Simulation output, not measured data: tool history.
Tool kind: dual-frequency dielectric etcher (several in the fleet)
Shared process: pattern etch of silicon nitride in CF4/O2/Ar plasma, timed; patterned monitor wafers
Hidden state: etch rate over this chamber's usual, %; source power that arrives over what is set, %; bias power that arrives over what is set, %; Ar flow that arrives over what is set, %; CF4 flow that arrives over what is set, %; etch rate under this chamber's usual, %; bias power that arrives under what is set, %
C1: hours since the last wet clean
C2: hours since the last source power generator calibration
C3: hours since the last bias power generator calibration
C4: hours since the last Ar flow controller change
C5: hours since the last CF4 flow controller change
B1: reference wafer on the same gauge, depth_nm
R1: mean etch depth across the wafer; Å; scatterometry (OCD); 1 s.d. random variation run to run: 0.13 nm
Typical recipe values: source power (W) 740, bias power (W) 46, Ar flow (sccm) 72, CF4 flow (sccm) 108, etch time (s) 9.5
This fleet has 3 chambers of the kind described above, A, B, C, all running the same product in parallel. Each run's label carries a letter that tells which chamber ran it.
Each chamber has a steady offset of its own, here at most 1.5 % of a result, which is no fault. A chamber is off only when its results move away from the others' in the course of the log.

Run 1B, hour 4.3: usual settings; C1 359.6; C2 1902.3; C3 1526.5; C4 943.4; C5 1063.3; B1 23.789. Result: R1 258.89 Å.
Run 2C, hour 9.4: usual settings; C1 196.1; C2 325.5; C3 2681.1; C4 4654.9; C5 1144.3; B1 23.801. Result: R1 259.51 Å.
Run 3A, hour 16.3: usual settings; C1 424.2; C2 832.7; C3 1312.9; C4 1380.5; C5 59.2; B1 23.797. Result: R1 256.85 Å.
Run 4A, hour 20.7: usual settings; C1 428.6; C2 837.1; C3 1317.3; C4 1384.9; C5 63.6; B1 23.818. Result: R1 255.14 Å.
Run 5B, hour 28.2: usual settings; C1 383.5; C2 1926.2; C3 1550.4; C4 967.3; C5 1087.2; B1 23.835. Result: R1 259.46 Å.
Run 6C, hour 33.4: usual settings; C1 220.1; C2 349.5; C3 2705.1; C4 4678.9; C5 1168.3; B1 23.781. Result: R1 260.22 Å.
Run 7C, hour 37.1: usual settings; C1 223.8; C2 353.2; C3 2708.8; C4 4682.6; C5 1172.0; B1 23.808. Result: R1 258.14 Å.
Run 8B, hour 40.6: usual settings; C1 395.9; C2 1938.6; C3 1562.8; C4 979.7; C5 1099.6; B1 23.811. Result: R1 258.03 Å.
Run 9A, hour 45.0: usual settings; C1 452.9; C2 861.4; C3 1341.6; C4 1409.2; C5 87.9; B1 23.850. Result: R1 255.96 Å.
Run 10A, hour 51.5: usual settings; C1 459.4; C2 867.9; C3 1348.1; C4 1415.7; C5 94.4; B1 23.807. Result: R1 256.88 Å.
Run 11C, hour 57.9: usual settings; C1 244.6; C2 374.0; C3 2729.6; C4 4703.4; C5 1192.8; B1 23.788. Result: R1 258.94 Å.
Run 12B, hour 64.4: usual settings; C1 419.7; C2 1962.4; C3 1586.6; C4 1003.5; C5 1123.4; B1 23.799. Result: R1 257.42 Å.
Run 13B, hour 68.7: usual settings; C1 424.0; C2 1966.7; C3 1590.9; C4 1007.8; C5 1127.7; B1 23.817. Result: R1 258.03 Å.
Run 14A, hour 74.7: usual settings; C1 482.6; C2 891.1; C3 1371.3; C4 1438.9; C5 117.6; B1 23.781. Result: R1 257.55 Å.
Run 15C, hour 78.3: usual settings; C1 265.0; C2 394.4; C3 2750.0; C4 4723.8; C5 1213.2; B1 23.786. Result: R1 257.96 Å.
At hour 80.6: chamber B: bias power generator calibrated.
At hour 83.1: chamber C: Ar flow controller replaced.
Run 16C, hour 86.1: usual settings; C1 272.8; C2 402.2; C3 2757.8; C4 3.1; C5 1221.0; B1 23.807. Result: R1 257.03 Å.
Run 17B, hour 89.6: usual settings; C1 444.9; C2 1987.6; C3 9.1; C4 1028.7; C5 1148.6; B1 23.808. Result: R1 258.96 Å.
Run 18A, hour 95.3: usual settings but source power (W) 680, Ar flow (sccm) 81; C1 503.2; C2 911.7; C3 1391.9; C4 1459.5; C5 138.2; B1 23.810. Result: R1 233.90 Å.
Run 19A, hour 101.4: usual settings but source power (W) 680, Ar flow (sccm) 81; C1 509.3; C2 917.8; C3 1398.0; C4 1465.6; C5 144.3; B1 23.780. Result: R1 235.96 Å.
Run 20B, hour 106.8: usual settings but source power (W) 680, Ar flow (sccm) 81; C1 462.1; C2 2004.8; C3 26.3; C4 1045.9; C5 1165.8; B1 23.796. Result: R1 234.83 Å.
Run 21C, hour 112.1: usual settings; C1 298.8; C2 428.2; C3 2783.8; C4 29.1; C5 1247.0; B1 23.819. Result: R1 259.66 Å.
Run 22B, hour 118.7: usual settings; C1 474.0; C2 2016.7; C3 38.2; C4 1057.8; C5 1177.7; B1 23.810. Result: R1 258.12 Å.
Run 23A, hour 123.9: usual settings; C1 531.8; C2 940.3; C3 1420.5; C4 1488.1; C5 166.8; B1 23.792. Result: R1 256.80 Å.
Run 24C, hour 130.8: usual settings; C1 317.5; C2 446.9; C3 2802.5; C4 47.8; C5 1265.7; B1 23.788. Result: R1 260.51 Å.
Run 25B, hour 135.9: usual settings; C1 491.2; C2 2033.9; C3 55.4; C4 1075.0; C5 1194.9; B1 23.811. Result: R1 257.72 Å.
At hour 136.6: chamber A: wet clean of the chamber.
Run 26A, hour 141.0: usual settings but source power (W) 650; C1 4.5; C2 957.4; C3 1437.6; C4 1505.2; C5 183.9; B1 23.774. Result: R1 227.15 Å.
Run 27C, hour 146.6: usual settings but source power (W) 650; C1 333.3; C2 462.7; C3 2818.3; C4 63.6; C5 1281.5; B1 23.811. Result: R1 229.88 Å.
Run 28B, hour 152.3: usual settings but source power (W) 650; C1 507.6; C2 2050.3; C3 71.8; C4 1091.4; C5 1211.3; B1 23.830. Result: R1 231.23 Å.
Run 29A, hour 159.5: usual settings; C1 23.0; C2 975.9; C3 1456.1; C4 1523.7; C5 202.4; B1 23.780. Result: R1 258.05 Å.
Run 30C, hour 165.1: usual settings; C1 351.8; C2 481.2; C3 2836.8; C4 82.1; C5 1300.0; B1 23.804. Result: R1 259.01 Å.

Decide between three cases: one chamber stands off from its peers, the gauge reading all wafers drifts, or nothing is wrong past each chamber's small offset. Where a chamber is off, say which and what most likely put it there.

No chamber is off and the gauge is stable; the differences are just each chamber's small, constant offset.

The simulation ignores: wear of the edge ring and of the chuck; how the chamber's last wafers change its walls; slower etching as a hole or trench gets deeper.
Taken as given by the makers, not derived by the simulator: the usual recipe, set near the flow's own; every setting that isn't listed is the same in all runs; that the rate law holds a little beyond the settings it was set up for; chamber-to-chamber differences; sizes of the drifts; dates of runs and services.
